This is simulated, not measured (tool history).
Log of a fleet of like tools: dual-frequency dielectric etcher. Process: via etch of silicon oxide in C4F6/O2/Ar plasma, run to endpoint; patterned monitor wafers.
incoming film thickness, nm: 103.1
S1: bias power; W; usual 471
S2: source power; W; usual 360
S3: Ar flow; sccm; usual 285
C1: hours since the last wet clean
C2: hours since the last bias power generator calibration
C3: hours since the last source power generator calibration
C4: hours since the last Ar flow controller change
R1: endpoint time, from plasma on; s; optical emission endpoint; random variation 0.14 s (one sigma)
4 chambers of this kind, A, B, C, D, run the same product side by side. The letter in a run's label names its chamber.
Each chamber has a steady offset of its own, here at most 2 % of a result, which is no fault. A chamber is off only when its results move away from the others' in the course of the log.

run	hour	S1	S2	S3	C1	C2	C3	C4	R1
1B	5.7	471	360	285	40.7	614.3	35.9	864.3	23.920
2A	9.9	471	360	285	299.8	1007.4	3016.8	910.1	24.045
# hour 10.3: chamber D: wet clean of the chamber
3D	14.6	471	360	285	4.4	137.8	3660.9	549.1	24.341
4C	19.8	471	360	285	236.4	2351.2	101.4	1407.3	23.953
5C	25.0	471	360	285	241.6	2356.4	106.6	1412.5	23.651
6A	27.9	471	360	285	317.8	1025.4	3034.8	928.1	24.328
7D	33.7	471	360	285	23.5	156.9	3680.0	568.2	24.660
8B	38.1	471	360	285	73.1	646.7	68.3	896.7	24.057
9D	43.2	471	360	326	33.0	166.4	3689.5	577.7	24.813
10A	48.2	471	360	326	338.1	1045.7	3055.1	948.4	24.599
11B	51.3	471	360	326	86.3	659.9	81.5	909.9	23.997
12C	57.5	471	360	326	274.1	2388.9	139.1	1445.0	24.448
13B	60.6	471	360	285	95.6	669.2	90.8	919.2	24.299
14D	66.6	471	360	285	56.4	189.8	3712.9	601.1	24.503
15A	70.1	471	360	285	360.0	1067.6	3077.0	970.3	24.110
16C	73.0	471	360	285	289.6	2404.4	154.6	1460.5	23.818
17B	76.9	471	360	285	111.9	685.5	107.1	935.5	24.185
18D	79.7	471	360	285	69.5	202.9	3726.0	614.2	24.527
19C	82.8	471	360	285	299.4	2414.2	164.4	1470.3	23.766
20A	87.9	471	360	285	377.8	1085.4	3094.8	988.1	24.218
21D	93.2	471	360	285	83.0	216.4	3739.5	627.7	24.489
22C	97.0	471	360	285	313.6	2428.4	178.6	1484.5	23.744
23A	100.0	471	360	285	389.9	1097.5	3106.9	1000.2	24.351
24B	105.3	471	360	285	140.3	713.9	135.5	963.9	23.857
25A	110.1	471	360	285	400.0	1107.6	3117.0	1010.3	24.095
26D	113.2	471	360	285	103.0	236.4	3759.5	647.7	24.282
27B	116.6	409	360	239	151.6	725.2	146.8	975.2	24.897
# hour 121.7: chamber A: wet clean of the chamber
28C	122.8	409	360	239	339.4	2454.2	204.4	1510.3	24.848
29D	128.0	409	360	239	117.8	251.2	3774.3	662.5	25.383
30C	134.2	409	360	239	350.8	2465.6	215.8	1521.7	24.349
31A	140.2	471	360	285	18.6	1137.7	3147.1	1040.4	25.105
32B	144.8	471	360	285	179.8	753.4	175.0	1003.4	23.816
33B	148.9	471	360	285	183.9	757.5	179.1	1007.5	23.998
34A	154.1	471	360	285	32.5	1151.6	3161.0	1054.3	25.174
35D	157.6	471	360	285	147.4	280.8	3803.9	692.1	24.336
36C	163.7	471	360	285	380.3	2495.1	245.3	1551.2	23.721
37A	167.8	471	360	285	46.2	1165.3	3174.7	1068.0	25.284
38D	173.5	471	360	285	163.3	296.7	3819.8	708.0	24.070
39B	177.8	471	360	285	212.8	786.4	208.0	1036.4	24.214
40C	181.5	471	360	285	398.1	2512.9	263.1	1569.0	23.885
41D	186.0	471	360	285	175.8	309.2	3832.3	720.5	24.471
42C	190.7	471	360	285	407.3	2522.1	272.3	1578.2	23.799

Next, every chamber runs the same settings. What will each give?
43A	195.3	471	290	285					?
43B	195.3	471	290	285					?
43C	195.3	471	290	285					?
43D	195.3	471	290	285					?

run	R1
43A	27.353
43B	25.844
43C	25.803
43D	26.448

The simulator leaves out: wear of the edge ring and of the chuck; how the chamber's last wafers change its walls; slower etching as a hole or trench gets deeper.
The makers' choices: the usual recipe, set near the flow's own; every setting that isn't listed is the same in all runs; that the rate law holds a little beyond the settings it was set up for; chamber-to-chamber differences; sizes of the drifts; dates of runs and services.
